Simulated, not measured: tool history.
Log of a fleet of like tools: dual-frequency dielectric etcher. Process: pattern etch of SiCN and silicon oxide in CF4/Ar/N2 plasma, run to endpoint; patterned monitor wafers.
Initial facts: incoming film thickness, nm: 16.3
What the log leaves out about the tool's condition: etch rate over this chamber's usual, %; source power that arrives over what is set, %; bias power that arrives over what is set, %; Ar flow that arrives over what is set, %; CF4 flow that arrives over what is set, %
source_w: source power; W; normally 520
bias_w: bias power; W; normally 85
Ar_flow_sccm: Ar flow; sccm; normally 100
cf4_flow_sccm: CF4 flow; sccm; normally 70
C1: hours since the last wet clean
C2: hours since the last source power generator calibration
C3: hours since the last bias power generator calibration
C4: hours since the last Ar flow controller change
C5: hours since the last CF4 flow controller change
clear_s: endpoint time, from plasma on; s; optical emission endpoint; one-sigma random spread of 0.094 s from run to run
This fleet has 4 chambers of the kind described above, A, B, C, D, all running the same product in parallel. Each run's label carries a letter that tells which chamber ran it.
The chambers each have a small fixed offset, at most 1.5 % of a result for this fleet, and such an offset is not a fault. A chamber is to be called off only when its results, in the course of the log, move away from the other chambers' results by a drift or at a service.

{"run": "1D", "hour": 4.2, "source_w": 520, "bias_w": 85, "Ar_flow_sccm": 100, "cf4_flow_sccm": 70, "C1": 228.1, "C2": 432.0, "C3": 3047.1, "C4": 476.7, "C5": 1526.0, "clear_s": 15.864}
{"run": "2A", "hour": 7.5, "source_w": 520, "bias_w": 85, "Ar_flow_sccm": 100, "cf4_flow_sccm": 70, "C1": 221.0, "C2": 3208.7, "C3": 692.3, "C4": 3905.6, "C5": 1893.1, "clear_s": 15.666}
{"run": "3B", "hour": 10.7, "source_w": 520, "bias_w": 85, "Ar_flow_sccm": 100, "cf4_flow_sccm": 70, "C1": 39.8, "C2": 812.8, "C3": 272.7, "C4": 654.2, "C5": 1482.9, "clear_s": 15.67}
{"run": "4C", "hour": 14.0, "source_w": 520, "bias_w": 85, "Ar_flow_sccm": 100, "cf4_flow_sccm": 70, "C1": 226.9, "C2": 388.0, "C3": 2376.8, "C4": 3016.9, "C5": 1609.7, "clear_s": 15.878}
{"run": "5D", "hour": 16.8, "source_w": 520, "bias_w": 85, "Ar_flow_sccm": 100, "cf4_flow_sccm": 70, "C1": 240.7, "C2": 444.6, "C3": 3059.7, "C4": 489.3, "C5": 1538.6, "clear_s": 15.537}
{"run": "6B", "hour": 19.8, "source_w": 520, "bias_w": 85, "Ar_flow_sccm": 100, "cf4_flow_sccm": 70, "C1": 48.9, "C2": 821.9, "C3": 281.8, "C4": 663.3, "C5": 1492.0, "clear_s": 15.782}
{"run": "7A", "hour": 22.3, "source_w": 520, "bias_w": 85, "Ar_flow_sccm": 100, "cf4_flow_sccm": 70, "C1": 235.8, "C2": 3223.5, "C3": 707.1, "C4": 3920.4, "C5": 1907.9, "clear_s": 15.645}
{"run": "8C", "hour": 25.0, "source_w": 520, "bias_w": 85, "Ar_flow_sccm": 100, "cf4_flow_sccm": 70, "C1": 237.9, "C2": 399.0, "C3": 2387.8, "C4": 3027.9, "C5": 1620.7, "clear_s": 15.957}
{"run": "9B", "hour": 28.0, "source_w": 520, "bias_w": 85, "Ar_flow_sccm": 100, "cf4_flow_sccm": 70, "C1": 57.1, "C2": 830.1, "C3": 290.0, "C4": 671.5, "C5": 1500.2, "clear_s": 15.701}
{"run": "10A", "hour": 32.4, "source_w": 520, "bias_w": 85, "Ar_flow_sccm": 100, "cf4_flow_sccm": 70, "C1": 245.9, "C2": 3233.6, "C3": 717.2, "C4": 3930.5, "C5": 1918.0, "clear_s": 16.001}
{"run": "11C", "hour": 34.6, "source_w": 520, "bias_w": 85, "Ar_flow_sccm": 100, "cf4_flow_sccm": 70, "C1": 247.5, "C2": 408.6, "C3": 2397.4, "C4": 3037.5, "C5": 1630.3, "clear_s": 15.999}
{"run": "12D", "hour": 39.1, "source_w": 520, "bias_w": 85, "Ar_flow_sccm": 100, "cf4_flow_sccm": 70, "C1": 263.0, "C2": 466.9, "C3": 3082.0, "C4": 511.6, "C5": 1560.9, "clear_s": 15.651}
{"run": "13A", "hour": 42.5, "source_w": 520, "bias_w": 85, "Ar_flow_sccm": 108, "cf4_flow_sccm": 76, "C1": 256.0, "C2": 3243.7, "C3": 727.3, "C4": 3940.6, "C5": 1928.1, "clear_s": 15.831}
{"run": "14D", "hour": 45.7, "source_w": 520, "bias_w": 85, "Ar_flow_sccm": 108, "cf4_flow_sccm": 76, "C1": 269.6, "C2": 473.5, "C3": 3088.6, "C4": 518.2, "C5": 1567.5, "clear_s": 15.736}
{"run": "15B", "hour": 48.4, "source_w": 520, "bias_w": 85, "Ar_flow_sccm": 108, "cf4_flow_sccm": 76, "C1": 77.5, "C2": 850.5, "C3": 310.4, "C4": 691.9, "C5": 1520.6, "clear_s": 15.681}
{"run": "16C", "hour": 51.3, "source_w": 520, "bias_w": 85, "Ar_flow_sccm": 108, "cf4_flow_sccm": 76, "C1": 264.2, "C2": 425.3, "C3": 2414.1, "C4": 3054.2, "C5": 1647.0, "clear_s": 15.983}
{"run": "17C", "hour": 53.8, "source_w": 520, "bias_w": 85, "Ar_flow_sccm": 100, "cf4_flow_sccm": 70, "C1": 266.7, "C2": 427.8, "C3": 2416.6, "C4": 3056.7, "C5": 1649.5, "clear_s": 15.917}
{"run": "18D", "hour": 56.1, "source_w": 520, "bias_w": 85, "Ar_flow_sccm": 100, "cf4_flow_sccm": 70, "C1": 280.0, "C2": 483.9, "C3": 3099.0, "C4": 528.6, "C5": 1577.9, "clear_s": 15.515}
{"run": "19A", "hour": 59.5, "source_w": 520, "bias_w": 85, "Ar_flow_sccm": 100, "cf4_flow_sccm": 70, "C1": 273.0, "C2": 3260.7, "C3": 744.3, "C4": 3957.6, "C5": 1945.1, "clear_s": 15.912}
{"run": "20B", "hour": 63.8, "source_w": 520, "bias_w": 85, "Ar_flow_sccm": 100, "cf4_flow_sccm": 70, "C1": 92.9, "C2": 865.9, "C3": 325.8, "C4": 707.3, "C5": 1536.0, "clear_s": 15.626}
{"run": "21C", "hour": 67.3, "source_w": 520, "bias_w": 85, "Ar_flow_sccm": 100, "cf4_flow_sccm": 70, "C1": 280.2, "C2": 441.3, "C3": 2430.1, "C4": 3070.2, "C5": 1663.0, "clear_s": 15.816}
{"run": "22B", "hour": 71.1, "source_w": 520, "bias_w": 85, "Ar_flow_sccm": 100, "cf4_flow_sccm": 70, "C1": 100.2, "C2": 873.2, "C3": 333.1, "C4": 714.6, "C5": 1543.3, "clear_s": 15.488}
{"run": "23A", "hour": 74.8, "source_w": 520, "bias_w": 85, "Ar_flow_sccm": 100, "cf4_flow_sccm": 70, "C1": 288.3, "C2": 3276.0, "C3": 759.6, "C4": 3972.9, "C5": 1960.4, "clear_s": 15.888}
{"run": "24D", "hour": 77.1, "source_w": 520, "bias_w": 85, "Ar_flow_sccm": 100, "cf4_flow_sccm": 70, "C1": 301.0, "C2": 504.9, "C3": 3120.0, "C4": 549.6, "C5": 1598.9, "clear_s": 15.871}
{"run": "25A", "hour": 79.1, "source_w": 520, "bias_w": 85, "Ar_flow_sccm": 123, "cf4_flow_sccm": 70, "C1": 292.6, "C2": 3280.3, "C3": 763.9, "C4": 3977.2, "C5": 1964.7, "clear_s": 16.6}
{"run": "26D", "hour": 81.2, "source_w": 520, "bias_w": 85, "Ar_flow_sccm": 123, "cf4_flow_sccm": 70, "C1": 305.1, "C2": 509.0, "C3": 3124.1, "C4": 553.7, "C5": 1603.0, "clear_s": 16.323}
{"run": "27C", "hour": 85.3, "source_w": 520, "bias_w": 85, "Ar_flow_sccm": 123, "cf4_flow_sccm": 70, "C1": 298.2, "C2": 459.3, "C3": 2448.1, "C4": 3088.2, "C5": 1681.0, "clear_s": 16.433}
{"run": "28B", "hour": 88.2, "source_w": 520, "bias_w": 85, "Ar_flow_sccm": 123, "cf4_flow_sccm": 70, "C1": 117.3, "C2": 890.3, "C3": 350.2, "C4": 731.7, "C5": 1560.4, "clear_s": 16.088}
{"run": "29D", "hour": 91.5, "source_w": 520, "bias_w": 85, "Ar_flow_sccm": 100, "cf4_flow_sccm": 70, "C1": 315.4, "C2": 519.3, "C3": 3134.4, "C4": 564.0, "C5": 1613.3, "clear_s": 15.818}

Decide between three cases: one chamber stands off from its peers, the gauge reading all wafers drifts, or nothing is wrong past each chamber's small offset. Where a chamber is off, say which and what most likely put it there.

No chamber stands off beyond its own small offset, and the gauge holds steady.
